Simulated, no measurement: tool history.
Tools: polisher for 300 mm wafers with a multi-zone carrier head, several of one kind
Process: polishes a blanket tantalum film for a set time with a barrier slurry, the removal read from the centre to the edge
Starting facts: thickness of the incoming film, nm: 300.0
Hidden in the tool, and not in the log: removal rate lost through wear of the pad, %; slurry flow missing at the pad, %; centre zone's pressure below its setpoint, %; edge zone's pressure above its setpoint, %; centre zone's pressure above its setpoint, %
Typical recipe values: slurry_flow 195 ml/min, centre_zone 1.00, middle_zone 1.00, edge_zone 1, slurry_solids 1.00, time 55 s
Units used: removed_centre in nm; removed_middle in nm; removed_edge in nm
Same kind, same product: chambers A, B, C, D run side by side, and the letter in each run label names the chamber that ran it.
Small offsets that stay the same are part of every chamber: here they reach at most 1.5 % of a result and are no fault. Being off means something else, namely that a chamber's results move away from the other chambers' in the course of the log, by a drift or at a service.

| run | day | slurry_flow | centre_zone | middle_zone | edge_zone | slurry_solids | time | wafers polished on this pad | hours since the slurry nozzle was cleaned | hours since the centre zone pressure was calibrated | hours since the edge zone pressure was calibrated | removed_centre | removed_middle | removed_edge |
|---|---|---|---|---|---|---|---|---|---|---|---|---|---|---|
|  | 0.192 | chamber C: worn pad replaced by a new one |
| 1B | 0.396 | 195 | 1.00 | 1.00 | 1 | 1.00 | 55 | 348 | 264.6 | 54.5 | 460.0 | 120.19 | 119.47 | 118.51 |
|  | 0.479 | chamber A: slurry nozzle cleaned |
| 2A | 0.754 | 195 | 1.00 | 1.00 | 1 | 1.00 | 55 | 933 | 6.6 | 1145.7 | 499.6 | 122.16 | 120.61 | 121.71 |
| 3C | 1.254 | 195 | 1.00 | 1.00 | 1 | 1.00 | 55 | 387 | 261.7 | 332.2 | 183.9 | 120.40 | 118.61 | 121.30 |
|  | 1.350 | chamber A: worn pad replaced by a new one |
| 4D | 1.517 | 195 | 1.00 | 1.00 | 1 | 1.00 | 55 | 599 | 62.9 | 935.3 | 59.0 | 117.86 | 121.73 | 120.32 |
|  | 1.958 | chamber D: worn pad replaced by a new one |
| 5C | 1.975 | 195 | 1.00 | 1.00 | 1 | 1.00 | 55 | 650 | 279.0 | 349.5 | 201.2 | 118.63 | 119.42 | 120.45 |
|  | 2.158 | chamber B: worn pad replaced by a new one |
| 6D | 2.438 | 195 | 1.00 | 1.00 | 1 | 1.00 | 55 | 175 | 85.0 | 957.4 | 81.1 | 118.77 | 119.92 | 116.35 |
| 7A | 2.725 | 195 | 1.00 | 1.00 | 1 | 1.00 | 55 | 500 | 53.9 | 1193.0 | 546.9 | 118.74 | 120.57 | 121.58 |
|  | 2.992 | chamber D: centre zone pressure recalibrated |
| 8B | 3.100 | 195 | 1.00 | 1.00 | 1 | 1.00 | 55 | 342 | 329.5 | 119.4 | 524.9 | 117.91 | 119.42 | 118.57 |
|  | 3.312 | chamber C: worn pad replaced by a new one |
| 9C | 3.458 | 195 | 1.00 | 1.00 | 1 | 1.15 | 55 | 53 | 314.6 | 385.1 | 236.8 | 121.83 | 122.36 | 123.67 |
| 10A | 3.950 | 195 | 1.00 | 1.00 | 1 | 1.15 | 55 | 945 | 83.3 | 1222.4 | 576.3 | 125.33 | 125.15 | 123.78 |
|  | 4.029 | chamber A: worn pad replaced by a new one |
|  | 4.062 | chamber D: worn pad replaced by a new one |
| 11B | 4.308 | 195 | 1.00 | 1.00 | 1 | 1.15 | 55 | 782 | 358.5 | 148.4 | 553.9 | 123.33 | 125.98 | 126.26 |
| 12D | 4.658 | 195 | 1.00 | 1.00 | 1 | 1.15 | 55 | 218 | 138.3 | 40.0 | 134.4 | 122.34 | 125.00 | 122.98 |
|  | 4.921 | chamber B: worn pad replaced by a new one |
| 13D | 5.062 | 195 | 1.08 | 1.00 | 1 | 1.20 | 55 | 365 | 148.0 | 49.7 | 144.1 | 135.59 | 125.92 | 123.61 |
| 14B | 5.367 | 195 | 1.08 | 1.00 | 1 | 1.20 | 55 | 162 | 383.9 | 173.8 | 579.3 | 135.32 | 125.64 | 124.85 |
|  | 5.629 | chamber C: centre zone pressure recalibrated |
| 15A | 5.650 | 195 | 1.08 | 1.00 | 1 | 1.20 | 55 | 590 | 124.1 | 1263.2 | 617.1 | 137.46 | 126.15 | 120.46 |
| 16C | 6.000 | 195 | 1.08 | 1.00 | 1 | 1.20 | 55 | 977 | 375.6 | 9.0 | 297.8 | 131.25 | 121.00 | 123.89 |
|  | 6.267 | chamber D: worn pad replaced by a new one |
| 17C | 6.300 | 195 | 1.00 | 1.00 | 1 | 1.00 | 55 | 1086 | 382.8 | 16.2 | 305.0 | 116.42 | 114.79 | 118.20 |
|  | 6.475 | chamber C: worn pad replaced by a new one |
| 18A | 6.771 | 195 | 1.00 | 1.00 | 1 | 1.00 | 55 | 998 | 151.0 | 1290.1 | 644.0 | 119.42 | 121.42 | 118.22 |
| 19B | 7.250 | 195 | 1.00 | 1.00 | 1 | 1.00 | 61 | 847 | 429.1 | 219.0 | 624.5 | 132.22 | 132.76 | 132.55 |
|  | 7.292 | chamber C: edge zone pressure recalibrated |
|  | 7.321 | chamber A: worn pad replaced by a new one |
|  | 7.612 | chamber D: slurry nozzle cleaned |
| 20D | 7.621 | 195 | 1.00 | 1.00 | 1 | 1.00 | 61 | 493 | 0.2 | 111.1 | 205.5 | 129.95 | 132.60 | 132.95 |
| 21D | 7.925 | 195 | 1.00 | 1.00 | 1 | 1.00 | 61 | 604 | 7.5 | 118.4 | 212.8 | 131.80 | 133.32 | 129.85 |
|  | 8.033 | chamber B: worn pad replaced by a new one |
| 22A | 8.433 | 195 | 1.00 | 1.00 | 1 | 1.00 | 61 | 405 | 190.9 | 1330.0 | 683.9 | 130.86 | 133.41 | 133.66 |
| 23C | 8.996 | 195 | 1.00 | 1.00 | 1 | 1.00 | 55 | 917 | 447.5 | 80.9 | 40.9 | 110.99 | 111.66 | 114.43 |
| 24B | 9.471 | 195 | 1.00 | 1.00 | 1 | 1.00 | 55 | 524 | 482.4 | 272.3 | 677.8 | 119.48 | 119.35 | 118.49 |

Does one chamber stand apart from the rest, does the shared gauge drift, or is all well apart from small per-chamber offsets? Give the chamber and the most likely cause, where there is one.

Little by little, chamber C moves away from the other chambers.
Cause: slurry flow missing at the pad, % = 31.5.

Here are 4 candidates for chamber C's next run, each the usual settings with a change, their results left as question marks. Which one brings its results back in line with what the others give on the usual settings?
In line here means within this much of the mean the other chambers give on the usual settings: removed_centre 3.300 nm; removed_middle 2.800 nm; removed_edge 5.70 nm
| 25C-1 | 9.875 | 180 | 0.96 | 0.95 | 1.05 | 1.00 | 50 |  |  |  |  | ? | ? | ? |
| 25C-2 | 9.875 | 210 | 1.04 | 1.06 | 0.95 | 1.00 | 60 |  |  |  |  | ? | ? | ? |
| 25C-3 | 9.875 | 200 | 1.02 | 1.03 | 0.98 | 1.00 | 57 |  |  |  |  | ? | ? | ? |
| 25C-4 | 9.875 | 190 | 0.98 | 0.97 | 1.02 | 1.00 | 53 |  |  |  |  | ? | ? | ? |

The mean the other chambers reach with the usual settings: removed_centre 119.010 nm; removed_middle 120.110 nm; removed_edge 119.03 nm
| run | removed_centre | removed_middle | removed_edge |
|---|---|---|---|
| 25C-1 | 94.755 | 95.156 | 106.30 |
| 25C-2 | 128.820 | 130.440 | 123.72 |
| 25C-3 | 118.480 | 119.510 | 118.64 |
| 25C-4 | 104.150 | 104.050 | 111.87 |
It is 25C-3 that realigns the chamber with its peers.

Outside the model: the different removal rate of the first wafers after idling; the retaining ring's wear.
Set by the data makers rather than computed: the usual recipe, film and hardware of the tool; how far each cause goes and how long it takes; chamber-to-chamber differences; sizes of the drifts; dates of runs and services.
